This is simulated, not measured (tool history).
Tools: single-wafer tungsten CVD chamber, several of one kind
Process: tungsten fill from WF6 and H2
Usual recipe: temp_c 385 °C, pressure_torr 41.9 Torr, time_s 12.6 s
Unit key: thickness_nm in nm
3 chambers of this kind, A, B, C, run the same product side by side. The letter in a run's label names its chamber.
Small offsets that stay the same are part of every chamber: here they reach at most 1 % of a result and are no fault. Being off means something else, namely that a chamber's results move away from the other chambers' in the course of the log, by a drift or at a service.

run,day,temp_c,pressure_torr,time_s,"read-back reference wafer on the same gauge, thickness_nm",thickness_nm
1A,0.3,385,41.9,12.6,37.433,32.674
2B,0.783,385,41.9,12.6,37.389,31.878
3C,1.092,385,41.9,12.6,37.45,31.643
4C,1.742,385,41.9,12.6,37.372,31.868
5A,2.392,385,41.9,12.6,37.432,32.528
6B,2.967,385,41.9,12.6,37.429,31.973
# day 3.246: chamber C: capacitance manometer re-zeroed and calibrated
7C,3.604,385,41.9,12.6,37.398,32.112
8A,4.05,385,41.9,12.6,37.44,32.45
9B,4.721,385,41.9,12.6,37.43,32.062
10A,5.025,385,41.9,12.6,37.354,32.09
11C,5.512,372,35,12.6,37.421,22.35
12B,5.967,372,35,12.6,37.405,22.518
13B,6.592,372,35,12.6,37.334,22.605
14A,7.225,385,41.9,12.6,37.462,32.346
15C,7.538,385,41.9,12.6,37.394,31.021
16B,8.033,385,41.9,12.6,37.425,31.991
17C,8.525,385,41.9,12.6,37.378,31.075
18A,8.829,385,41.9,12.6,37.381,32.313
19A,9.458,385,41.9,12.6,37.406,32.355
20C,10.133,385,50.3,12.6,37.384,33.223

Next, all 3 chambers run the settings below, one line each with question marks for the results. What does each chamber give?
21A,10.629,385,41.9,12.6,,?
21B,10.629,385,41.9,12.6,,?
21C,10.629,385,41.9,12.6,,?

run,thickness_nm
21A,32.185
21B,32.096
21C,30.215
